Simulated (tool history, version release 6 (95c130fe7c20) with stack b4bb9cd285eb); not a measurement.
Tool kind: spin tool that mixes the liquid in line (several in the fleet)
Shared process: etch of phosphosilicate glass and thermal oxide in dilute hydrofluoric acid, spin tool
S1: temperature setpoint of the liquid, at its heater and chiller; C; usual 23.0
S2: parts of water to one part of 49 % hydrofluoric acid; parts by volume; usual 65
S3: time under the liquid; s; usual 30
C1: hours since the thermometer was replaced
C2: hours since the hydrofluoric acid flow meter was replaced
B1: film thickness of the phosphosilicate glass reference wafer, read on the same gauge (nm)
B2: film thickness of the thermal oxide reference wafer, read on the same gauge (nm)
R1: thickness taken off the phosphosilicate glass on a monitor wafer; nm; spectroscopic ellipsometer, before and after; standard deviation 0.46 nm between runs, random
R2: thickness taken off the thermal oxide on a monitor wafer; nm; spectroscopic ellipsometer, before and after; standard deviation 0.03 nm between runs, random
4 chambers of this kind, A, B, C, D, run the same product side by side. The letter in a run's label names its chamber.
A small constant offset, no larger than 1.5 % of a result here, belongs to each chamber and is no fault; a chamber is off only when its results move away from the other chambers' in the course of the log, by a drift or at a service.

{"run": "1A", "hour": 5.3, "S1": 23.0, "S2": 65, "S3": 30, "C1": 370.1, "C2": 243.8, "B1": 30.055, "B2": 69.994, "R1": 51.127, "R2": 2.1134}
{"run": "2D", "hour": 15.7, "S1": 23.0, "S2": 65, "S3": 30, "C1": 301.1, "C2": 609.5, "B1": 29.999, "B2": 70.008, "R1": 50.938, "R2": 2.1059}
{"run": "3C", "hour": 25.7, "S1": 23.0, "S2": 65, "S3": 30, "C1": 2307.6, "C2": 177.3, "B1": 30.013, "B2": 69.984, "R1": 51.075, "R2": 2.125}
{"run": "4B", "hour": 32.4, "S1": 23.0, "S2": 65, "S3": 30, "C1": 343.9, "C2": 480.3, "B1": 29.984, "B2": 69.99, "R1": 49.604, "R2": 2.1333}
{"run": "5C", "hour": 42.1, "S1": 23.0, "S2": 65, "S3": 30, "C1": 2324.0, "C2": 193.7, "B1": 29.98, "B2": 69.994, "R1": 51.255, "R2": 2.1316}
{"run": "6D", "hour": 49.0, "S1": 23.0, "S2": 65, "S3": 30, "C1": 334.4, "C2": 642.8, "B1": 29.948, "B2": 70.014, "R1": 50.505, "R2": 2.1652}
{"run": "7B", "hour": 55.8, "S1": 23.0, "S2": 65, "S3": 30, "C1": 367.3, "C2": 503.7, "B1": 30.013, "B2": 69.967, "R1": 50.374, "R2": 2.148}
{"run": "8A", "hour": 66.5, "S1": 23.0, "S2": 65, "S3": 30, "C1": 431.3, "C2": 305.0, "B1": 29.99, "B2": 70.005, "R1": 50.505, "R2": 2.169}
{"run": "9D", "hour": 76.9, "S1": 18.0, "S2": 75, "S3": 30, "C1": 362.3, "C2": 670.7, "B1": 29.991, "B2": 70.017, "R1": 34.885, "R2": 1.4987}
{"run": "10B", "hour": 82.2, "S1": 18.0, "S2": 75, "S3": 30, "C1": 393.7, "C2": 530.1, "B1": 29.998, "B2": 69.955, "R1": 34.757, "R2": 1.509}
{"run": "11A", "hour": 88.9, "S1": 18.0, "S2": 75, "S3": 30, "C1": 453.7, "C2": 327.4, "B1": 30.01, "B2": 70.007, "R1": 34.616, "R2": 1.5031}
{"run": "12C", "hour": 97.5, "S1": 18.0, "S2": 75, "S3": 30, "C1": 2379.4, "C2": 249.1, "B1": 29.99, "B2": 70.046, "R1": 35.733, "R2": 1.5047}
{"run": "13D", "hour": 105.0, "S1": 23.0, "S2": 65, "S3": 30, "C1": 390.4, "C2": 698.8, "B1": 30.015, "B2": 69.974, "R1": 50.777, "R2": 2.1162}
{"run": "14C", "hour": 110.8, "S1": 23.0, "S2": 65, "S3": 30, "C1": 2392.7, "C2": 262.4, "B1": 29.998, "B2": 69.968, "R1": 51.057, "R2": 2.1548}
{"run": "15B", "hour": 116.8, "S1": 23.0, "S2": 65, "S3": 30, "C1": 428.3, "C2": 564.7, "B1": 29.966, "B2": 70.024, "R1": 49.766, "R2": 2.1408}
{"run": "16A", "hour": 124.7, "S1": 23.0, "S2": 65, "S3": 30, "C1": 489.5, "C2": 363.2, "B1": 29.96, "B2": 70.025, "R1": 50.598, "R2": 2.1398}
{"run": "17B", "hour": 133.7, "S1": 23.0, "S2": 65, "S3": 15, "C1": 445.2, "C2": 581.6, "B1": 29.991, "B2": 69.994, "R1": 25.054, "R2": 1.0666}
{"run": "18C", "hour": 141.8, "S1": 23.0, "S2": 65, "S3": 15, "C1": 2423.7, "C2": 293.4, "B1": 29.996, "B2": 69.991, "R1": 25.624, "R2": 1.0817}
{"run": "19D", "hour": 146.8, "S1": 23.0, "S2": 65, "S3": 15, "C1": 432.2, "C2": 740.6, "B1": 29.987, "B2": 69.975, "R1": 25.267, "R2": 1.0597}
{"run": "20A", "hour": 151.9, "S1": 23.0, "S2": 65, "S3": 15, "C1": 516.7, "C2": 390.4, "B1": 30.009, "B2": 70.038, "R1": 25.33, "R2": 1.0771}
{"run": "21B", "hour": 159.6, "S1": 23.0, "S2": 45, "S3": 50, "C1": 471.1, "C2": 607.5, "B1": 29.982, "B2": 70.003, "R1": 122.92, "R2": 5.4973}
{"run": "22A", "hour": 168.9, "S1": 23.0, "S2": 45, "S3": 50, "C1": 533.7, "C2": 407.4, "B1": 30.003, "B2": 69.99, "R1": 126.99, "R2": 5.2666}
{"run": "23D", "hour": 175.4, "S1": 23.0, "S2": 45, "S3": 50, "C1": 460.8, "C2": 769.2, "B1": 29.946, "B2": 69.997, "R1": 124.58, "R2": 5.2776}
{"run": "24C", "hour": 180.4, "S1": 23.0, "S2": 45, "S3": 50, "C1": 2462.3, "C2": 332.0, "B1": 29.99, "B2": 69.988, "R1": 127.11, "R2": 5.3233}
{"run": "25C", "hour": 188.3, "S1": 23.0, "S2": 65, "S3": 30, "C1": 2470.2, "C2": 339.9, "B1": 30.025, "B2": 69.983, "R1": 51.208, "R2": 2.228}
{"run": "26B", "hour": 198.5, "S1": 21.5, "S2": 65, "S3": 30, "C1": 510.0, "C2": 646.4, "B1": 29.999, "B2": 70.001, "R1": 46.843, "R2": 2.0187}
{"run": "27D", "hour": 206.1, "S1": 21.5, "S2": 65, "S3": 30, "C1": 491.5, "C2": 799.9, "B1": 30.02, "B2": 69.993, "R1": 47.104, "R2": 2.022}
{"run": "28A", "hour": 210.9, "S1": 21.5, "S2": 65, "S3": 30, "C1": 575.7, "C2": 449.4, "B1": 29.973, "B2": 69.96, "R1": 47.729, "R2": 2.0267}
{"hour": 211.3, "done": "chamber C: thermometer replaced"}
{"run": "29C", "hour": 217.0, "S1": 21.5, "S2": 65, "S3": 30, "C1": 5.8, "C2": 368.6, "B1": 30.009, "B2": 69.985, "R1": 47.373, "R2": 2.0362}

Has any chamber moved away from the others, gradually or after a service, or does the common gauge drift, or do the chambers differ only by their own small steady offsets? State the chamber and the most likely cause if one applies.

No chamber is off and the gauge is stable; the differences are just each chamber's small, constant offset.
